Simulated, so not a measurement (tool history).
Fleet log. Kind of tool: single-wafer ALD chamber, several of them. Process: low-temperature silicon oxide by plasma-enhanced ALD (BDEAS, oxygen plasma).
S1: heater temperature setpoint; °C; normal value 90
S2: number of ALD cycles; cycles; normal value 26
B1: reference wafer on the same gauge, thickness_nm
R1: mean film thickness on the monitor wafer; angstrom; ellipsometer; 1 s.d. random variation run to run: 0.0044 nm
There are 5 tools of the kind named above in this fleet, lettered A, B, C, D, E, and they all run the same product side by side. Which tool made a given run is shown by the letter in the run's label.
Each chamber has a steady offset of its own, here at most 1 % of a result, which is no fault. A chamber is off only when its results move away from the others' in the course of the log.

run 1E hour=4.1 | S1=90 S2=26 | B1=4.1298 | R1=38.191
run 2D hour=7.8 | S1=90 S2=26 | B1=4.1271 | R1=38.738
run 3C hour=10.5 | S1=90 S2=26 | B1=4.1294 | R1=38.264
run 4A hour=13.0 | S1=90 S2=26 | B1=4.1293 | R1=38.642
run 5B hour=17.0 | S1=90 S2=26 | B1=4.1276 | R1=38.441
run 6A hour=19.6 | S1=90 S2=26 | B1=4.1273 | R1=38.574
run 7E hour=24.1 | S1=90 S2=26 | B1=4.1259 | R1=38.157
run 8C hour=29.0 | S1=78 S2=22 | B1=4.1266 | R1=33.754
run 9D hour=33.0 | S1=78 S2=22 | B1=4.1256 | R1=34.223
run 10B hour=35.6 | S1=78 S2=22 | B1=4.1257 | R1=33.876
-- hour=38.1 chamber A: thermocouple changed; heater temperature recalibrated
run 11C hour=39.0 | S1=78 S2=22 | B1=4.1257 | R1=33.793
run 12B hour=42.8 | S1=78 S2=22 | B1=4.1252 | R1=33.821
run 13E hour=47.2 | S1=99 S2=21 | B1=4.1245 | R1=29.835
run 14A hour=52.4 | S1=99 S2=21 | B1=4.1217 | R1=30.167
run 15D hour=57.2 | S1=99 S2=21 | B1=4.1222 | R1=30.369
run 16A hour=60.7 | S1=99 S2=21 | B1=4.1217 | R1=30.202
run 17C hour=65.4 | S1=99 S2=21 | B1=4.1218 | R1=29.927
run 18E hour=69.4 | S1=78 S2=26 | B1=4.1216 | R1=39.629
run 19B hour=72.5 | S1=78 S2=26 | B1=4.1216 | R1=39.969
run 20D hour=76.3 | S1=78 S2=26 | B1=4.1197 | R1=40.349
run 21B hour=81.1 | S1=78 S2=26 | B1=4.1183 | R1=39.978
run 22E hour=84.9 | S1=78 S2=26 | B1=4.1192 | R1=39.697
run 23A hour=87.3 | S1=90 S2=26 | B1=4.1189 | R1=38.567
run 24D hour=92.6 | S1=90 S2=26 | B1=4.1170 | R1=38.735
run 25C hour=95.9 | S1=82 S2=22 | B1=4.1179 | R1=33.202
run 26D hour=100.8 | S1=82 S2=22 | B1=4.1170 | R1=33.688
run 27E hour=103.7 | S1=82 S2=22 | B1=4.1172 | R1=33.132
run 28A hour=106.8 | S1=82 S2=22 | B1=4.1147 | R1=33.474
run 29B hour=111.8 | S1=82 S2=22 | B1=4.1165 | R1=33.296
run 30C hour=117.0 | S1=90 S2=26 | B1=4.1135 | R1=38.182
run 31E hour=119.6 | S1=90 S2=26 | B1=4.1143 | R1=38.002
run 32D hour=123.2 | S1=90 S2=26 | B1=4.1137 | R1=38.701
run 33A hour=126.8 | S1=90 S2=26 | B1=4.1142 | R1=38.454
run 34B hour=129.7 | S1=90 S2=26 | B1=4.1146 | R1=38.261
run 35C hour=132.6 | S1=90 S2=26 | B1=4.1119 | R1=38.135
run 36B hour=135.9 | S1=90 S2=26 | B1=4.1109 | R1=38.271
run 37C hour=140.9 | S1=90 S2=26 | B1=4.1116 | R1=38.188
run 38E hour=145.1 | S1=90 S2=26 | B1=4.1113 | R1=38.072

Next, every chamber runs the same settings. What will each give?
run 39A hour=148.9 | S1=96 S2=26 | R1=?
run 39B hour=148.9 | S1=96 S2=26 | R1=?
run 39C hour=148.9 | S1=96 S2=26 | R1=?
run 39D hour=148.9 | S1=96 S2=26 | R1=?
run 39E hour=148.9 | S1=96 S2=26 | R1=?

run=39A R1=37.601
run=39B R1=37.480
run=39C R1=37.368
run=39D R1=37.804
run=39E R1=37.284
